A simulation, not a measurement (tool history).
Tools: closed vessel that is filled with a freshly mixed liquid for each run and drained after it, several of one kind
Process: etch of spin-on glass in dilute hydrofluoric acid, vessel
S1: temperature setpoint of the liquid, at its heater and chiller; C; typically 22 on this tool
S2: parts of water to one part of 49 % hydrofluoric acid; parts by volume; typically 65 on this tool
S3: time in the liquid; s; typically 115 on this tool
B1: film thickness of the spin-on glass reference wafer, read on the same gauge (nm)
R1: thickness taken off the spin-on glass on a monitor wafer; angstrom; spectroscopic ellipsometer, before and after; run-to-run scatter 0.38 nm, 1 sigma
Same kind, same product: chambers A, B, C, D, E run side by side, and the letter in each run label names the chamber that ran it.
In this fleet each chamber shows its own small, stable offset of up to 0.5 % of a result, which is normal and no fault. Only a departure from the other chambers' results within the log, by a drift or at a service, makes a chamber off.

run   hour  S1  S2   S3      B1      R1
 1E      7  22  65  115      40  572.52
 2C   10.5  22  65  115  40.001  567.24
 3A   14.2  22  65  115  39.991  569.19
 4D   19.6  22  65  115  40.009   570.6
 5B   27.6  22  65  115  39.979  570.66
 6D   35.7  22  65  115  39.987  564.41
 7E   41.3  22  65  115   39.99  568.57
 8C   45.4  22  65  115  39.999  567.08
 9A   51.1  22  65  115  39.993   567.3
10B   57.1  22  65  115  40.025  563.65
11C     62  24  65  115  39.998   619.7
12B   65.8  24  65  115  39.991  619.72
13A   70.1  24  65  115  39.984  624.29
14E   76.1  24  65  115  40.005  613.06
15D   81.4  24  65  115  40.005  613.35
16E   86.5  22  65  115  39.987  553.91
17C   93.8  22  65  115  39.992   570.6
18A   97.7  22  65   65  40.016  318.68
19D  101.7  22  65   65  39.991  319.19
20B  108.6  22  65   65  39.991  317.07
21A  116.6  22  65   65  40.005  321.58
22E  120.8  22  65   65  40.002  313.52
23D  126.8  22  65  115  39.994  561.51
24C  133.3  22  65  115  39.996  565.57
25B  140.6  22  65  115  39.995  569.43
26C  145.4  22  65  115  40.017  569.92
27B  153.4  22  65  115  40.005  564.24
28A  157.7  22  65  145  40.005  712.74
29E  164.7  22  65  145  40.008  683.62
30D  171.1  22  65  145  40.001  715.56
31C  177.3  22  65  145  39.983  718.17
32B  183.1  22  65  145  40.008  723.59
33D  190.9  22  65  115  39.994  564.59
34A  197.1  22  65  115  39.992  572.84
35E  203.8  22  65  115  39.989  525.81
36D  207.8  22  65  115  40.007  563.52
37B    213  22  85  115  39.988  426.44
38A  217.5  22  85  115  39.994  422.72

All 5 chambers run these settings next. Forecast each chamber's results:
39A  223.3  22  65  170       ?
39B  223.3  22  65  170       ?
39C  223.3  22  65  170       ?
39D  223.3  22  65  170       ?
39E  223.3  22  65  170       ?

run      R1
39A  831.96
39B  835.86
39C  828.42
39D  828.73
39E  776.36

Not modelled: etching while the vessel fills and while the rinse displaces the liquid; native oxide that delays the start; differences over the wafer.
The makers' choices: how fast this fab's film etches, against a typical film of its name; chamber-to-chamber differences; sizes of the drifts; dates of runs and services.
